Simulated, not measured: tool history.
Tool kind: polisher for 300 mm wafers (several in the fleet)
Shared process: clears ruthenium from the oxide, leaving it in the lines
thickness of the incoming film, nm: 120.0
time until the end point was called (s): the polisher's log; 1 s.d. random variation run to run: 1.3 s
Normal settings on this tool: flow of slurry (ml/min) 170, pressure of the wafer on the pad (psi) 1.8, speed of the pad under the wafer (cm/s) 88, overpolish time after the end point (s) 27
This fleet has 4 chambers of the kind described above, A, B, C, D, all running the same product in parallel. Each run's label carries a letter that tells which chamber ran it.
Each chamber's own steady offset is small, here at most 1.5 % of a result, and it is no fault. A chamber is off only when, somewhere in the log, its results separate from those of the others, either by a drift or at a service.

| run | day | flow of slurry (ml/min) | pressure of the wafer on the pad (psi) | speed of the pad under the wafer (cm/s) | overpolish time after the end point (s) | wafers polished on this pad | hours since the slurry nozzle was cleaned | hours since the head pressure was calibrated | time until the end point was called (s) |
|---|---|---|---|---|---|---|---|---|---|
| 1B | 0.367 | 170 | 1.8 | 88 | 27 | 319 | 209.2 | 122.7 | 124.46 |
| 2C | 0.533 | 170 | 1.8 | 88 | 27 | 810 | 179.1 | 658.9 | 123.20 |
|  | 0.642 | chamber A: slurry nozzle cleaned |
| 3A | 0.754 | 170 | 1.8 | 88 | 27 | 1148 | 2.7 | 1191.9 | 122.92 |
| 4D | 1.108 | 170 | 1.8 | 88 | 27 | 1414 | 79.1 | 127.5 | 125.15 |
|  | 1.383 | chamber A: worn pad replaced by a new one |
| 5B | 1.421 | 170 | 1.8 | 88 | 27 | 553 | 234.5 | 148.0 | 124.36 |
|  | 1.554 | chamber D: worn pad replaced by a new one |
| 6C | 1.779 | 170 | 1.8 | 88 | 27 | 1087 | 209.0 | 688.8 | 123.63 |
| 7A | 2.012 | 145 | 1.8 | 64 | 27 | 139 | 32.9 | 1222.1 | 170.29 |
|  | 2.088 | chamber C: worn pad replaced by a new one |
|  | 2.125 | chamber B: worn pad replaced by a new one |
| 8D | 2.354 | 145 | 1.8 | 64 | 27 | 177 | 109.0 | 157.4 | 172.94 |
| 9D | 2.675 | 145 | 1.8 | 64 | 27 | 248 | 116.7 | 165.1 | 174.93 |
| 10A | 2.933 | 145 | 1.8 | 64 | 27 | 344 | 55.0 | 1244.2 | 169.76 |
| 11C | 3.188 | 170 | 1.8 | 88 | 27 | 244 | 242.8 | 722.6 | 123.14 |
| 12B | 3.438 | 170 | 1.8 | 88 | 27 | 291 | 282.9 | 196.4 | 122.89 |
| 13C | 3.654 | 170 | 1.8 | 88 | 27 | 348 | 254.0 | 733.8 | 122.43 |
| 14B | 3.825 | 170 | 1.8 | 88 | 27 | 377 | 292.2 | 205.7 | 123.75 |
|  | 4.192 | chamber C: head pressure recalibrated |
| 15D | 4.192 | 230 | 1.8 | 88 | 36 | 585 | 153.1 | 201.5 | 120.27 |
| 16A | 4.508 | 230 | 1.8 | 88 | 36 | 693 | 92.8 | 1282.0 | 118.18 |
| 17C | 4.846 | 230 | 1.8 | 88 | 36 | 612 | 282.6 | 15.7 | 119.38 |
| 18B | 5.196 | 230 | 1.8 | 88 | 36 | 681 | 325.1 | 238.6 | 118.09 |
|  | 5.362 | chamber B: worn pad replaced by a new one |
| 19A | 5.550 | 170 | 1.8 | 88 | 27 | 924 | 117.8 | 1307.0 | 119.69 |
| 20D | 5.717 | 170 | 1.8 | 88 | 27 | 923 | 189.7 | 238.1 | 126.08 |
|  | 5.750 | chamber C: slurry nozzle cleaned |
| 21A | 5.983 | 170 | 1.8 | 88 | 27 | 1020 | 128.2 | 1317.4 | 121.48 |
| 22C | 6.308 | 170 | 1.8 | 88 | 27 | 936 | 13.4 | 50.8 | 121.92 |
| 23D | 6.596 | 170 | 1.8 | 88 | 27 | 1118 | 210.8 | 259.2 | 129.77 |
| 24B | 6.871 | 170 | 1.8 | 88 | 27 | 335 | 365.3 | 278.8 | 121.96 |
| 25C | 7.083 | 230 | 1.8 | 70 | 27 | 1108 | 32.0 | 69.4 | 149.89 |
|  | 7.258 | chamber D: worn pad replaced by a new one |
| 26A | 7.288 | 230 | 1.8 | 70 | 27 | 1309 | 159.5 | 1348.7 | 145.74 |
|  | 7.358 | chamber C: worn pad replaced by a new one |
| 27B | 7.467 | 230 | 1.8 | 70 | 27 | 467 | 379.6 | 293.1 | 148.47 |
| 28D | 7.712 | 230 | 1.8 | 70 | 27 | 101 | 237.6 | 286.0 | 157.91 |
|  | 7.908 | chamber A: worn pad replaced by a new one |
| 29C | 7.917 | 170 | 1.8 | 88 | 27 | 124 | 52.0 | 89.4 | 124.11 |
| 30A | 8.204 | 170 | 1.5 | 88 | 42 | 66 | 181.5 | 1370.7 | 148.54 |
| 31B | 8.575 | 170 | 1.5 | 88 | 42 | 713 | 406.2 | 319.7 | 150.00 |
| 32D | 8.900 | 170 | 1.5 | 88 | 42 | 364 | 266.1 | 314.5 | 159.09 |
|  | 9.025 | chamber A: slurry nozzle cleaned |
| 33B | 9.167 | 170 | 1.5 | 88 | 42 | 844 | 420.4 | 333.9 | 146.74 |
|  | 9.246 | chamber B: worn pad replaced by a new one |
| 34A | 9.483 | 170 | 1.8 | 88 | 27 | 349 | 11.1 | 1401.4 | 121.02 |
| 35C | 9.796 | 170 | 1.8 | 88 | 27 | 541 | 97.1 | 134.5 | 124.48 |
| 36D | 9.996 | 170 | 1.8 | 88 | 27 | 608 | 292.4 | 340.8 | 134.40 |
| 37C | 10.183 | 170 | 1.8 | 88 | 27 | 627 | 106.4 | 143.8 | 124.98 |
| 38B | 10.392 | 170 | 1.8 | 88 | 27 | 254 | 449.8 | 363.3 | 124.53 |
| 39A | 10.625 | 170 | 1.8 | 88 | 27 | 602 | 38.5 | 1428.8 | 122.42 |
| 40D | 10.950 | 170 | 1.3 | 88 | 32 | 819 | 315.3 | 363.7 | 187.88 |
| 41A | 11.158 | 170 | 1.3 | 88 | 32 | 721 | 51.3 | 1441.6 | 166.74 |
| 42D | 11.421 | 170 | 1.3 | 88 | 32 | 924 | 326.6 | 375.0 | 188.87 |
| 43C | 11.583 | 170 | 1.3 | 88 | 32 | 937 | 140.0 | 177.4 | 172.53 |
| 44B | 11.754 | 170 | 1.8 | 88 | 27 | 556 | 482.5 | 396.0 | 123.76 |

All 4 chambers run these settings next. Forecast each chamber's results:
| 45A | 12.021 | 170 | 1.8 | 88 | 12 |  |  |  | ? |
| 45B | 12.021 | 170 | 1.8 | 88 | 12 |  |  |  | ? |
| 45C | 12.021 | 170 | 1.8 | 88 | 12 |  |  |  | ? |
| 45D | 12.021 | 170 | 1.8 | 88 | 12 |  |  |  | ? |

| run | time until the end point was called (s) |
|---|---|
| 45A | 122.62 |
| 45B | 123.99 |
| 45C | 123.56 |
| 45D | 136.11 |
